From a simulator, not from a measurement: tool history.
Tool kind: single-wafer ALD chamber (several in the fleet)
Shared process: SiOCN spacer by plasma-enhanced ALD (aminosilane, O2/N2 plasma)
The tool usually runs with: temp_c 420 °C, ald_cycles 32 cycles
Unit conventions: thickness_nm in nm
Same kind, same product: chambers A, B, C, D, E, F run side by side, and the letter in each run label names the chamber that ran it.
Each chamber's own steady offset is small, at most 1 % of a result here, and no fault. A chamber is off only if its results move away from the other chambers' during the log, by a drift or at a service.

run	hour	temp_c	ald_cycles	read-back reference wafer on the same gauge, thickness_nm	thickness_nm
1E	14	420	32	1.7196	1.815
2C	25.7	420	32	1.7199	1.8378
3F	35.9	420	32	1.7203	1.8266
4B	44.5	420	32	1.7202	1.8138
5D	56.2	420	32	1.7198	1.8064
6A	67.2	420	32	1.7198	1.8199
7C	75.6	420	32	1.7199	1.8306
8B	88.6	420	32	1.7192	1.8139
9E	98.2	432	30	1.7206	1.6344
10F	105.3	432	30	1.721	1.6419
11A	118.4	432	30	1.7207	1.638
12D	125.6	432	30	1.721	1.6232
13E	133.2	432	30	1.7198	1.6332
14D	142.1	432	30	1.7199	1.6252
15B	149.3	420	32	1.7202	1.8148
16A	163.3	420	32	1.7206	1.8171
17F	174	420	30	1.7199	1.7122
18C	187.9	420	30	1.7208	1.7204
19C	197.3	420	30	1.7191	1.7181
20D	210.9	420	30	1.7205	1.6988
21F	222.1	420	30	1.7201	1.7054
22A	228.9	420	30	1.7198	1.7103
23B	238.8	420	32	1.7199	1.8167
# hour 241.4: chamber F: thermocouple changed; heater temperature recalibrated
24E	245.9	420	32	1.7196	1.8109
25C	254.7	420	32	1.7206	1.8361
26E	262	420	32	1.7218	1.8184
27D	273.4	420	32	1.719	1.8013
28F	281.4	420	35	1.7199	1.9606
29A	287.5	420	35	1.7199	1.9828
30B	294.4	420	35	1.7205	1.9957
31A	305.3	420	35	1.7205	1.976
32E	316.1	420	35	1.7219	1.9927
33F	327.4	420	35	1.7207	1.9577
34C	336.3	420	32	1.7205	1.833
35B	347.8	420	32	1.7204	1.8124
36D	358.7	420	32	1.7206	1.8025
37C	372.5	420	32	1.7207	1.828
38F	380	420	32	1.7201	1.7881
39B	390	420	32	1.7201	1.8186
40D	404	420	32	1.7199	1.816
41A	412.5	420	32	1.7195	1.8193

The same settings go to every chamber for the next run, one line per chamber below. Forecast the results for each:
42A	422.7	420	28		?
42B	422.7	420	28		?
42C	422.7	420	28		?
42D	422.7	420	28		?
42E	422.7	420	28		?
42F	422.7	420	28		?

run	thickness_nm
42A	1.5911
42B	1.58
42C	1.6026
42D	1.5841
42E	1.5962
42F	1.5668

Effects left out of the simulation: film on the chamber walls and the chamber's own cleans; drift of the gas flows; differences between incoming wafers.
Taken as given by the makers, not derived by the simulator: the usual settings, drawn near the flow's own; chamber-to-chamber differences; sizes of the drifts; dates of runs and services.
